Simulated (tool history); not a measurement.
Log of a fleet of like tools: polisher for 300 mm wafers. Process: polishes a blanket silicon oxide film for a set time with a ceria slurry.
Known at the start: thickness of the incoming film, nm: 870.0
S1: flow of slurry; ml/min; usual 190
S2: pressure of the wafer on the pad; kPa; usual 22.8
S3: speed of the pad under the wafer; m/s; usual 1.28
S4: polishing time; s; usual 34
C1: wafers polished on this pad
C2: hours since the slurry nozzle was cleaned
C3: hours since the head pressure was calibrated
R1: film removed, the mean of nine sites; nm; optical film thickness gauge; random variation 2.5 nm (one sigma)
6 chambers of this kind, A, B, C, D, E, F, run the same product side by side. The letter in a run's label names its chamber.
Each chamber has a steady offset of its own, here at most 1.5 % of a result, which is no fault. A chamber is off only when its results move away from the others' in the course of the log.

{"hour": 3.4, "done": "chamber E: worn pad replaced by a new one"}
{"run": "1E", "hour": 6.1, "S1": 190, "S2": 22.8, "S3": 1.28, "S4": 34, "C1": 38, "C2": 595.3, "C3": 55.5, "R1": 175.45}
{"hour": 8.6, "done": "chamber B: slurry nozzle cleaned"}
{"run": "2C", "hour": 11.4, "S1": 190, "S2": 22.8, "S3": 1.28, "S4": 34, "C1": 242, "C2": 66.7, "C3": 358.6, "R1": 169.84}
{"hour": 14.7, "done": "chamber A: worn pad replaced by a new one"}
{"hour": 18.7, "done": "chamber B: worn pad replaced by a new one"}
{"run": "3D", "hour": 19.8, "S1": 190, "S2": 22.8, "S3": 1.28, "S4": 34, "C1": 848, "C2": 89.9, "C3": 647.6, "R1": 171.08}
{"run": "4B", "hour": 25.7, "S1": 190, "S2": 22.8, "S3": 1.28, "S4": 34, "C1": 99, "C2": 17.2, "C3": 428.8, "R1": 170.95}
{"run": "5F", "hour": 32.4, "S1": 190, "S2": 22.8, "S3": 1.28, "S4": 34, "C1": 956, "C2": 249.9, "C3": 433.0, "R1": 165.18}
{"hour": 33.2, "done": "chamber F: worn pad replaced by a new one"}
{"hour": 33.2, "done": "chamber D: worn pad replaced by a new one"}
{"run": "6A", "hour": 37.1, "S1": 190, "S2": 22.8, "S3": 1.28, "S4": 34, "C1": 315, "C2": 694.3, "C3": 782.6, "R1": 171.04}
{"run": "7B", "hour": 41.4, "S1": 190, "S2": 22.8, "S3": 1.28, "S4": 34, "C1": 319, "C2": 32.9, "C3": 444.5, "R1": 169.09}
{"run": "8C", "hour": 48.4, "S1": 190, "S2": 29.0, "S3": 1.28, "S4": 28, "C1": 761, "C2": 103.7, "C3": 395.6, "R1": 177.15}
{"hour": 53.7, "done": "chamber C: worn pad replaced by a new one"}
{"run": "9A", "hour": 55.0, "S1": 190, "S2": 29.0, "S3": 1.28, "S4": 28, "C1": 566, "C2": 712.2, "C3": 800.5, "R1": 179.77}
{"run": "10E", "hour": 62.2, "S1": 190, "S2": 29.0, "S3": 1.28, "S4": 28, "C1": 825, "C2": 651.4, "C3": 111.6, "R1": 180.42}
{"hour": 62.9, "done": "chamber E: worn pad replaced by a new one"}
{"run": "11F", "hour": 66.0, "S1": 190, "S2": 29.0, "S3": 1.28, "S4": 28, "C1": 461, "C2": 283.5, "C3": 466.6, "R1": 174.57}
{"hour": 73.7, "done": "chamber C: head pressure recalibrated"}
{"run": "12D", "hour": 73.8, "S1": 190, "S2": 29.0, "S3": 1.28, "S4": 28, "C1": 570, "C2": 143.9, "C3": 701.6, "R1": 182.56}
{"run": "13C", "hour": 81.0, "S1": 190, "S2": 29.0, "S3": 1.28, "S4": 28, "C1": 383, "C2": 136.3, "C3": 7.4, "R1": 183.0}
{"hour": 85.3, "done": "chamber B: worn pad replaced by a new one"}
{"run": "14F", "hour": 87.4, "S1": 190, "S2": 22.8, "S3": 1.28, "S4": 34, "C1": 762, "C2": 304.9, "C3": 488.0, "R1": 170.83}
{"run": "15E", "hour": 93.6, "S1": 190, "S2": 22.8, "S3": 1.28, "S4": 34, "C1": 432, "C2": 682.8, "C3": 143.0, "R1": 172.29}
{"run": "16D", "hour": 98.1, "S1": 190, "S2": 22.8, "S3": 1.28, "S4": 34, "C1": 911, "C2": 168.2, "C3": 725.9, "R1": 173.37}
{"hour": 98.7, "done": "chamber C: worn pad replaced by a new one"}
{"hour": 99.7, "done": "chamber A: worn pad replaced by a new one"}
{"hour": 100.1, "done": "chamber F: worn pad replaced by a new one"}
{"run": "17A", "hour": 105.6, "S1": 190, "S2": 22.8, "S3": 1.28, "S4": 34, "C1": 84, "C2": 762.8, "C3": 851.1, "R1": 165.02}
{"run": "18B", "hour": 113.5, "S1": 190, "S2": 22.8, "S3": 1.28, "S4": 34, "C1": 396, "C2": 105.0, "C3": 516.6, "R1": 171.59}
{"hour": 115.3, "done": "chamber F: slurry nozzle cleaned"}
{"run": "19F", "hour": 117.5, "S1": 190, "S2": 22.8, "S3": 1.28, "S4": 34, "C1": 244, "C2": 2.3, "C3": 518.1, "R1": 170.32}
{"hour": 118.3, "done": "chamber E: worn pad replaced by a new one"}
{"hour": 121.3, "done": "chamber D: worn pad replaced by a new one"}
{"run": "20C", "hour": 125.6, "S1": 190, "S2": 22.8, "S3": 1.28, "S4": 34, "C1": 378, "C2": 180.9, "C3": 52.0, "R1": 169.71}
{"run": "21E", "hour": 131.5, "S1": 190, "S2": 22.8, "S3": 1.28, "S4": 34, "C1": 185, "C2": 720.7, "C3": 180.9, "R1": 173.35}
{"run": "22A", "hour": 138.8, "S1": 190, "S2": 22.8, "S3": 1.28, "S4": 34, "C1": 550, "C2": 796.0, "C3": 884.3, "R1": 173.73}
{"run": "23B", "hour": 144.2, "S1": 190, "S2": 22.8, "S3": 1.28, "S4": 34, "C1": 827, "C2": 135.7, "C3": 547.3, "R1": 173.56}
{"hour": 146.6, "done": "chamber B: worn pad replaced by a new one"}
{"hour": 148.8, "done": "chamber C: worn pad replaced by a new one"}
{"run": "24D", "hour": 149.2, "S1": 190, "S2": 22.8, "S3": 1.28, "S4": 34, "C1": 391, "C2": 219.3, "C3": 777.0, "R1": 174.03}
{"run": "25E", "hour": 153.4, "S1": 190, "S2": 22.8, "S3": 0.88, "S4": 34, "C1": 492, "C2": 742.6, "C3": 202.8, "R1": 116.87}
{"run": "26F", "hour": 160.5, "S1": 190, "S2": 22.8, "S3": 0.88, "S4": 34, "C1": 848, "C2": 45.3, "C3": 561.1, "R1": 116.4}
{"hour": 164.4, "done": "chamber E: worn pad replaced by a new one"}
{"run": "27A", "hour": 167.4, "S1": 190, "S2": 22.8, "S3": 0.88, "S4": 34, "C1": 951, "C2": 824.6, "C3": 912.9, "R1": 117.65}
{"hour": 169.8, "done": "chamber F: worn pad replaced by a new one"}
{"run": "28D", "hour": 171.3, "S1": 190, "S2": 22.8, "S3": 0.88, "S4": 34, "C1": 702, "C2": 241.4, "C3": 799.1, "R1": 119.56}
{"run": "29B", "hour": 176.4, "S1": 190, "S2": 22.8, "S3": 0.88, "S4": 34, "C1": 419, "C2": 167.9, "C3": 579.5, "R1": 117.6}
{"hour": 183.2, "done": "chamber A: worn pad replaced by a new one"}
{"run": "30C", "hour": 184.1, "S1": 190, "S2": 22.8, "S3": 0.88, "S4": 34, "C1": 496, "C2": 239.4, "C3": 110.5, "R1": 116.64}
{"run": "31E", "hour": 190.1, "S1": 190, "S2": 22.8, "S3": 1.28, "S4": 34, "C1": 361, "C2": 779.3, "C3": 239.5, "R1": 172.29}
{"hour": 194.3, "done": "chamber A: slurry nozzle cleaned"}
{"run": "32D", "hour": 197.0, "S1": 190, "S2": 22.8, "S3": 1.28, "S4": 34, "C1": 1063, "C2": 267.1, "C3": 824.8, "R1": 169.14}
{"hour": 199.7, "done": "chamber C: worn pad replaced by a new one"}
{"run": "33F", "hour": 203.5, "S1": 190, "S2": 22.8, "S3": 1.28, "S4": 34, "C1": 473, "C2": 88.3, "C3": 604.1, "R1": 173.08}
{"run": "34B", "hour": 207.8, "S1": 190, "S2": 22.8, "S3": 1.28, "S4": 34, "C1": 860, "C2": 199.3, "C3": 610.9, "R1": 170.28}
{"hour": 208.2, "done": "chamber D: worn pad replaced by a new one"}
{"hour": 208.5, "done": "chamber B: worn pad replaced by a new one"}
{"run": "35A", "hour": 214.1, "S1": 190, "S2": 22.8, "S3": 1.28, "S4": 34, "C1": 434, "C2": 19.9, "C3": 959.6, "R1": 169.59}
{"hour": 216.5, "done": "chamber E: worn pad replaced by a new one"}
{"run": "36C", "hour": 219.1, "S1": 190, "S2": 22.8, "S3": 1.28, "S4": 34, "C1": 273, "C2": 274.4, "C3": 145.5, "R1": 170.98}
{"run": "37C", "hour": 227.5, "S1": 190, "S2": 22.8, "S3": 1.28, "S4": 34, "C1": 391, "C2": 282.8, "C3": 153.9, "R1": 168.54}
{"run": "38B", "hour": 235.9, "S1": 190, "S2": 22.8, "S3": 1.28, "S4": 34, "C1": 384, "C2": 227.4, "C3": 639.0, "R1": 174.24}
{"hour": 239.9, "done": "chamber F: worn pad replaced by a new one"}
{"run": "39D", "hour": 241.3, "S1": 190, "S2": 22.8, "S3": 1.28, "S4": 34, "C1": 464, "C2": 311.4, "C3": 869.1, "R1": 169.57}
{"run": "40E", "hour": 246.3, "S1": 190, "S2": 22.8, "S3": 1.28, "S4": 34, "C1": 418, "C2": 835.5, "C3": 295.7, "R1": 170.76}
{"run": "41A", "hour": 251.7, "S1": 190, "S2": 22.8, "S3": 1.28, "S4": 34, "C1": 961, "C2": 57.5, "C3": 997.2, "R1": 167.65}
{"hour": 255.7, "done": "chamber B: slurry nozzle cleaned"}
{"run": "42F", "hour": 255.9, "S1": 190, "S2": 22.8, "S3": 1.28, "S4": 34, "C1": 225, "C2": 140.7, "C3": 656.5, "R1": 171.96}
{"run": "43B", "hour": 262.1, "S1": 225, "S2": 22.8, "S3": 1.28, "S4": 40, "C1": 752, "C2": 6.5, "C3": 665.2, "R1": 199.8}

Next, every chamber runs the same settings. What will each give?
{"run": "44A", "hour": 268.3, "S1": 190, "S2": 22.8, "S3": 1.28, "S4": 34, "R1": "?"}
{"run": "44B", "hour": 268.3, "S1": 190, "S2": 22.8, "S3": 1.28, "S4": 34, "R1": "?"}
{"run": "44C", "hour": 268.3, "S1": 190, "S2": 22.8, "S3": 1.28, "S4": 34, "R1": "?"}
{"run": "44D", "hour": 268.3, "S1": 190, "S2": 22.8, "S3": 1.28, "S4": 34, "R1": "?"}
{"run": "44E", "hour": 268.3, "S1": 190, "S2": 22.8, "S3": 1.28, "S4": 34, "R1": "?"}
{"run": "44F", "hour": 268.3, "S1": 190, "S2": 22.8, "S3": 1.28, "S4": 34, "R1": "?"}

run=44A R1=170.03
run=44B R1=171.63
run=44C R1=171.18
run=44D R1=170.18
run=44E R1=169.70
run=44F R1=173.70
